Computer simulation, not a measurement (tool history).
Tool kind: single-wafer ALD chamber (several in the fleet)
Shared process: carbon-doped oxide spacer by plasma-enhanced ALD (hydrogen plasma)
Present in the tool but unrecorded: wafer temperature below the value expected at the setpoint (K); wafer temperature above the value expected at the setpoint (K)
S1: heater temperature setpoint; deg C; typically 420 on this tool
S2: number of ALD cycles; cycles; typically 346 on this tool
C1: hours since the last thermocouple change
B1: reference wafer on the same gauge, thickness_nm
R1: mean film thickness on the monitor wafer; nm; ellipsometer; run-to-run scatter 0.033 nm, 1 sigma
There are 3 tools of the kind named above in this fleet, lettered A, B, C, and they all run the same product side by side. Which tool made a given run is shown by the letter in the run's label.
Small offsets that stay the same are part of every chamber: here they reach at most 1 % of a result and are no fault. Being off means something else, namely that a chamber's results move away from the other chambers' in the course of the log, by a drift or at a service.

run	hour	S1	S2	C1	B1	R1
1C	12.6	420	346	142.3	13.096	16.215
2A	21.3	420	346	373.1	13.101	16.197
3B	33.4	420	346	760.8	13.109	16.416
4C	41	420	346	170.7	13.1	16.281
5B	50.1	420	346	777.5	13.102	16.365
6A	63.1	420	280	414.9	13.103	13.1
7B	70.9	420	280	798.3	13.1	13.26
8A	79.4	420	280	431.2	13.096	13.149
9C	86.4	420	346	216.1	13.098	16.216
10A	96	420	346	447.8	13.099	16.235
11B	107.4	420	346	834.8	13.098	16.5
12C	115.1	420	346	244.8	13.105	16.304
13A	125.2	420	346	477	13.1	16.193
14C	132.9	420	346	262.6	13.104	16.341
15B	140.1	420	346	867.5	13.098	16.572
16A	147.1	420	346	498.9	13.105	16.238
17C	154.7	420	346	284.4	13.102	16.301
18B	164.7	420	346	892.1	13.1	16.602
19B	174.2	420	346	901.6	13.103	16.623
20A	185.5	420	346	537.3	13.097	16.175

The same settings go to every chamber for the next run, one line per chamber below. Forecast the results for each:
21A	196.8	409	346			?
21B	196.8	409	346			?
21C	196.8	409	346			?

run	R1
21A	16.778
21B	17.23
21C	16.855
